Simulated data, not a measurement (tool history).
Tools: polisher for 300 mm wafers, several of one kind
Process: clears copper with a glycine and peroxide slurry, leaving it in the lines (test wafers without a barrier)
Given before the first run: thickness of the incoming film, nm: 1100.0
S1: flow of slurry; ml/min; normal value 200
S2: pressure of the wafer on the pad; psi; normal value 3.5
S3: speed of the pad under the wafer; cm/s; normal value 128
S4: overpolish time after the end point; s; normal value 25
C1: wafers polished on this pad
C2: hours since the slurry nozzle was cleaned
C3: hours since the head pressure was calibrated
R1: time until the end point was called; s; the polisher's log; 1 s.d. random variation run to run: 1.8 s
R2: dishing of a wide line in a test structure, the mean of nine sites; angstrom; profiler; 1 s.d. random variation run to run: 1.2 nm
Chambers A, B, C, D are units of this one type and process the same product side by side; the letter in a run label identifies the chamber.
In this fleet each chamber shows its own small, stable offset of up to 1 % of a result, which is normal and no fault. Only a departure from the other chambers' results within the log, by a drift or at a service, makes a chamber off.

run	hour	S1	S2	S3	S4	C1	C2	C3	R1	R2
# hour 0.9: chamber A: slurry nozzle cleaned
1B	13.2	200	3.5	128	25	307	273.6	823.7	142.84	865.25
2C	20.5	200	3.5	128	25	248	465.6	474.6	141.54	852.00
3A	32.5	200	3.5	128	25	218	31.6	857.5	142.33	855.14
4D	38.9	200	3.5	128	25	971	45.2	394.0	145.13	874.44
5C	52.1	200	3.5	128	25	413	497.2	506.2	142.47	856.05
6D	63.0	200	3.5	146	25	1097	69.3	418.1	127.75	889.85
# hour 71.8: chamber C: slurry nozzle cleaned
7A	75.7	200	3.5	146	25	445	74.8	900.7	126.25	889.79
8B	87.7	200	3.5	146	25	698	348.1	898.2	129.17	893.08
9C	101.5	200	3.5	146	25	672	29.7	555.6	126.95	883.53
10D	113.6	200	3.5	128	25	1362	119.9	468.7	141.46	849.43
# hour 114.7: chamber B: worn pad replaced by a new one
# hour 124.1: chamber B: slurry nozzle cleaned
11B	125.4	200	3.5	128	25	56	1.4	935.9	145.62	845.06
# hour 129.0: chamber A: worn pad replaced by a new one
# hour 129.8: chamber D: worn pad replaced by a new one
12A	139.2	200	3.5	128	25	53	138.3	964.2	142.11	864.26
13D	152.6	200	3.5	128	25	119	158.9	507.7	140.36	839.22
# hour 154.0: chamber B: head pressure recalibrated
14A	162.2	200	3.5	128	25	174	161.3	987.2	144.80	850.07
15B	170.7	200	3.5	128	25	293	46.7	16.8	157.56	789.04
16C	180.0	200	3.5	128	25	1084	108.2	634.1	145.38	861.26
17A	186.5	200	3.5	128	25	301	185.6	1011.5	144.88	840.97
# hour 195.7: chamber C: worn pad replaced by a new one
18C	201.1	200	3.5	128	25	28	129.3	655.2	140.35	827.82
# hour 201.9: chamber A: slurry nozzle cleaned
# hour 206.1: chamber D: head pressure recalibrated
19D	207.7	200	3.5	110	17	408	214.0	1.7	160.95	634.43
20B	220.7	200	3.5	110	17	555	96.7	66.8	182.22	593.05
# hour 222.2: chamber D: slurry nozzle cleaned
21B	227.3	200	3.5	110	17	589	103.3	73.4	182.40	600.04
22D	235.9	200	3.5	110	17	556	13.7	29.9	162.58	636.64
23A	244.5	200	3.5	128	25	605	42.7	1069.5	140.93	844.82
# hour 257.0: chamber A: head pressure recalibrated
24C	259.3	200	3.5	128	25	333	187.5	713.4	138.74	854.78
# hour 266.3: chamber A: worn pad replaced by a new one
25A	268.9	200	3.5	128	25	13	67.1	11.9	139.74	855.81
26B	275.3	200	3.5	128	25	841	151.3	121.4	161.07	792.66
27C	288.4	200	3.5	128	25	486	216.6	742.5	138.98	830.02
28D	300.4	200	3.5	128	25	894	78.2	94.4	140.63	824.72

Is one chamber out of step, is the gauge drifting, or do the chambers differ by no more than their own small offsets? For an off chamber, give its letter and the likeliest cause.

After it was serviced, chamber B no longer matches the other chambers.
Most likely cause: head's pressure below its setpoint, % = 11.

Chamber B could run next with any of the 4 candidate recipes listed below; each alters the usual settings, and their results appear as question marks. Which one brings its results back in line with what the other chambers deliver on the usual settings?
In-line tolerance around the mean of the other chambers on the usual settings: R1 6.20 s; R2 42.00 angstrom
29B-1	311.0	200	3.7	136	25				?	?
29B-2	311.0	205	3.9	142	26				?	?
29B-3	311.0	195	3.1	114	24				?	?
29B-4	311.0	200	3.3	120	25				?	?

Average result of the remaining chambers running the usual settings: R1 142.86 s; R2 849.31 angstrom
run	R1	R2
29B-1	143.70	837.46
29B-2	131.52	889.35
29B-3	195.84	690.71
29B-4	177.15	750.14
29B-1 is the one that brings the chamber's results back in line with the other chambers.
